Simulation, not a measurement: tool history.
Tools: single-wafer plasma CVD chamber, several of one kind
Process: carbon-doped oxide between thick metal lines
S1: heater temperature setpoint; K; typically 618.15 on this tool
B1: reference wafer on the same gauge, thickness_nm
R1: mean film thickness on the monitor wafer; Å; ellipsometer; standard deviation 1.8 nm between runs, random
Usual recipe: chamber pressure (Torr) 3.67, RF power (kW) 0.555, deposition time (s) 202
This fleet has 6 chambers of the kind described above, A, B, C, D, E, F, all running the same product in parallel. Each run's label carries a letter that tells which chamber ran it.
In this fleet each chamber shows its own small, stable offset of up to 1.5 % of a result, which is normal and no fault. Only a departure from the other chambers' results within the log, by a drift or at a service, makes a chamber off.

{"run": "1D", "hour": 9.8, "S1": 618.15, "chamber pressure (Torr)": 3.67, "RF power (kW)": 0.555, "deposition time (s)": 202, "B1": 1089.5, "R1": 10524}
{"run": "2B", "hour": 22.4, "S1": 618.15, "chamber pressure (Torr)": 3.67, "RF power (kW)": 0.555, "deposition time (s)": 202, "B1": 1089.8, "R1": 10360}
{"run": "3F", "hour": 36.3, "S1": 618.15, "chamber pressure (Torr)": 3.67, "RF power (kW)": 0.555, "deposition time (s)": 202, "B1": 1089.2, "R1": 10440}
{"run": "4E", "hour": 44.4, "S1": 618.15, "chamber pressure (Torr)": 3.67, "RF power (kW)": 0.555, "deposition time (s)": 202, "B1": 1089.3, "R1": 10420}
{"run": "5C", "hour": 53.2, "S1": 618.15, "chamber pressure (Torr)": 3.67, "RF power (kW)": 0.555, "deposition time (s)": 202, "B1": 1089.3, "R1": 10486}
{"run": "6A", "hour": 66.4, "S1": 618.15, "chamber pressure (Torr)": 3.67, "RF power (kW)": 0.555, "deposition time (s)": 202, "B1": 1088.7, "R1": 10443}
{"run": "7D", "hour": 77.0, "S1": 618.15, "chamber pressure (Torr)": 3.67, "RF power (kW)": 0.555, "deposition time (s)": 202, "B1": 1088.6, "R1": 10480}
{"run": "8C", "hour": 86.4, "S1": 618.15, "chamber pressure (Torr)": 3.67, "RF power (kW)": 0.555, "deposition time (s)": 202, "B1": 1088.5, "R1": 10476}
{"run": "9F", "hour": 99.5, "S1": 618.15, "chamber pressure (Torr)": 3.67, "RF power (kW)": 0.555, "deposition time (s)": 202, "B1": 1088.2, "R1": 10467}
{"hour": 112.8, "done": "chamber D: RF generator calibrated"}
{"run": "10B", "hour": 113.4, "S1": 618.15, "chamber pressure (Torr)": 3.67, "RF power (kW)": 0.555, "deposition time (s)": 202, "B1": 1087.9, "R1": 10356}
{"run": "11A", "hour": 122.5, "S1": 618.15, "chamber pressure (Torr)": 3.67, "RF power (kW)": 0.555, "deposition time (s)": 202, "B1": 1088.1, "R1": 10394}
{"hour": 126.6, "done": "chamber B: RF generator calibrated"}
{"hour": 130.7, "done": "chamber D: thermocouple changed; heater temperature recalibrated"}
{"run": "12E", "hour": 134.2, "S1": 618.15, "chamber pressure (Torr)": 3.67, "RF power (kW)": 0.555, "deposition time (s)": 202, "B1": 1087.8, "R1": 10416}
{"run": "13A", "hour": 144.3, "S1": 618.15, "chamber pressure (Torr)": 3.67, "RF power (kW)": 0.555, "deposition time (s)": 202, "B1": 1087.2, "R1": 10411}
{"run": "14F", "hour": 156.3, "S1": 618.15, "chamber pressure (Torr)": 3.67, "RF power (kW)": 0.555, "deposition time (s)": 202, "B1": 1088.0, "R1": 10439}
{"run": "15B", "hour": 163.4, "S1": 618.15, "chamber pressure (Torr)": 3.67, "RF power (kW)": 0.555, "deposition time (s)": 202, "B1": 1086.9, "R1": 10372}
{"run": "16C", "hour": 172.2, "S1": 618.15, "chamber pressure (Torr)": 3.67, "RF power (kW)": 0.555, "deposition time (s)": 202, "B1": 1087.1, "R1": 10466}
{"run": "17E", "hour": 181.0, "S1": 618.15, "chamber pressure (Torr)": 3.67, "RF power (kW)": 0.555, "deposition time (s)": 202, "B1": 1087.1, "R1": 10434}
{"run": "18D", "hour": 191.5, "S1": 618.15, "chamber pressure (Torr)": 3.67, "RF power (kW)": 0.555, "deposition time (s)": 202, "B1": 1086.4, "R1": 10475}
{"run": "19A", "hour": 199.1, "S1": 618.15, "chamber pressure (Torr)": 3.67, "RF power (kW)": 0.555, "deposition time (s)": 202, "B1": 1086.9, "R1": 10403}
{"run": "20E", "hour": 210.4, "S1": 618.15, "chamber pressure (Torr)": 3.67, "RF power (kW)": 0.555, "deposition time (s)": 202, "B1": 1086.4, "R1": 10447}
{"run": "21F", "hour": 218.3, "S1": 618.15, "chamber pressure (Torr)": 3.67, "RF power (kW)": 0.555, "deposition time (s)": 202, "B1": 1086.8, "R1": 10447}
{"run": "22D", "hour": 229.5, "S1": 618.15, "chamber pressure (Torr)": 3.67, "RF power (kW)": 0.555, "deposition time (s)": 202, "B1": 1085.9, "R1": 10482}
{"run": "23B", "hour": 239.8, "S1": 618.15, "chamber pressure (Torr)": 4.16, "RF power (kW)": 0.555, "deposition time (s)": 237, "B1": 1085.8, "R1": 12286}
{"run": "24C", "hour": 247.7, "S1": 618.15, "chamber pressure (Torr)": 4.16, "RF power (kW)": 0.555, "deposition time (s)": 237, "B1": 1085.5, "R1": 12519}
{"run": "25F", "hour": 257.8, "S1": 618.15, "chamber pressure (Torr)": 4.16, "RF power (kW)": 0.555, "deposition time (s)": 237, "B1": 1085.4, "R1": 12464}
{"run": "26A", "hour": 266.1, "S1": 618.15, "chamber pressure (Torr)": 4.16, "RF power (kW)": 0.555, "deposition time (s)": 237, "B1": 1084.9, "R1": 12441}
{"run": "27D", "hour": 274.7, "S1": 618.15, "chamber pressure (Torr)": 4.16, "RF power (kW)": 0.555, "deposition time (s)": 237, "B1": 1085.4, "R1": 12482}
{"hour": 275.6, "done": "chamber F: thermocouple changed; heater temperature recalibrated"}
{"run": "28E", "hour": 284.1, "S1": 618.15, "chamber pressure (Torr)": 4.16, "RF power (kW)": 0.555, "deposition time (s)": 237, "B1": 1084.4, "R1": 12424}
{"run": "29C", "hour": 294.5, "S1": 618.15, "chamber pressure (Torr)": 3.67, "RF power (kW)": 0.555, "deposition time (s)": 202, "B1": 1084.8, "R1": 10472}
{"run": "30B", "hour": 305.7, "S1": 618.15, "chamber pressure (Torr)": 3.67, "RF power (kW)": 0.555, "deposition time (s)": 202, "B1": 1084.8, "R1": 10322}
{"run": "31A", "hour": 317.8, "S1": 618.15, "chamber pressure (Torr)": 3.67, "RF power (kW)": 0.555, "deposition time (s)": 202, "B1": 1084.3, "R1": 10370}
{"run": "32F", "hour": 325.3, "S1": 618.15, "chamber pressure (Torr)": 4.12, "RF power (kW)": 0.555, "deposition time (s)": 202, "B1": 1084.1, "R1": 10581}
{"run": "33D", "hour": 332.2, "S1": 618.15, "chamber pressure (Torr)": 4.12, "RF power (kW)": 0.555, "deposition time (s)": 202, "B1": 1084.4, "R1": 10626}
{"run": "34E", "hour": 345.6, "S1": 618.15, "chamber pressure (Torr)": 4.12, "RF power (kW)": 0.555, "deposition time (s)": 202, "B1": 1083.5, "R1": 10542}
{"run": "35C", "hour": 356.3, "S1": 618.15, "chamber pressure (Torr)": 4.12, "RF power (kW)": 0.555, "deposition time (s)": 202, "B1": 1083.2, "R1": 10585}
{"run": "36B", "hour": 364.0, "S1": 618.15, "chamber pressure (Torr)": 4.12, "RF power (kW)": 0.555, "deposition time (s)": 202, "B1": 1083.2, "R1": 10501}
{"run": "37B", "hour": 374.6, "S1": 618.15, "chamber pressure (Torr)": 4.12, "RF power (kW)": 0.555, "deposition time (s)": 202, "B1": 1083.1, "R1": 10459}
{"hour": 376.8, "done": "chamber D: capacitance manometer re-zeroed and calibrated"}
{"run": "38F", "hour": 387.6, "S1": 618.15, "chamber pressure (Torr)": 3.67, "RF power (kW)": 0.555, "deposition time (s)": 202, "B1": 1083.4, "R1": 10427}
{"run": "39C", "hour": 394.1, "S1": 618.15, "chamber pressure (Torr)": 3.67, "RF power (kW)": 0.555, "deposition time (s)": 202, "B1": 1083.2, "R1": 10470}
{"run": "40E", "hour": 403.6, "S1": 611.15, "chamber pressure (Torr)": 3.67, "RF power (kW)": 0.555, "deposition time (s)": 202, "B1": 1082.7, "R1": 10585}
{"run": "41D", "hour": 412.7, "S1": 611.15, "chamber pressure (Torr)": 3.67, "RF power (kW)": 0.555, "deposition time (s)": 202, "B1": 1083.3, "R1": 10672}
{"run": "42A", "hour": 421.1, "S1": 611.15, "chamber pressure (Torr)": 3.67, "RF power (kW)": 0.555, "deposition time (s)": 202, "B1": 1083.1, "R1": 10625}
{"run": "43B", "hour": 428.9, "S1": 611.15, "chamber pressure (Torr)": 3.67, "RF power (kW)": 0.555, "deposition time (s)": 202, "B1": 1082.3, "R1": 10522}

All chambers now run identical settings, listed one chamber a line with results as question marks. What results will each chamber show?
{"run": "44A", "hour": 439.0, "S1": 618.15, "chamber pressure (Torr)": 3.67, "RF power (kW)": 0.555, "deposition time (s)": 202, "R1": "?"}
{"run": "44B", "hour": 439.0, "S1": 618.15, "chamber pressure (Torr)": 3.67, "RF power (kW)": 0.555, "deposition time (s)": 202, "R1": "?"}
{"run": "44C", "hour": 439.0, "S1": 618.15, "chamber pressure (Torr)": 3.67, "RF power (kW)": 0.555, "deposition time (s)": 202, "R1": "?"}
{"run": "44D", "hour": 439.0, "S1": 618.15, "chamber pressure (Torr)": 3.67, "RF power (kW)": 0.555, "deposition time (s)": 202, "R1": "?"}
{"run": "44E", "hour": 439.0, "S1": 618.15, "chamber pressure (Torr)": 3.67, "RF power (kW)": 0.555, "deposition time (s)": 202, "R1": "?"}
{"run": "44F", "hour": 439.0, "S1": 618.15, "chamber pressure (Torr)": 3.67, "RF power (kW)": 0.555, "deposition time (s)": 202, "R1": "?"}

run=44A R1=10383
run=44B R1=10291
run=44C R1=10445
run=44D R1=10428
run=44E R1=10386
run=44F R1=10369

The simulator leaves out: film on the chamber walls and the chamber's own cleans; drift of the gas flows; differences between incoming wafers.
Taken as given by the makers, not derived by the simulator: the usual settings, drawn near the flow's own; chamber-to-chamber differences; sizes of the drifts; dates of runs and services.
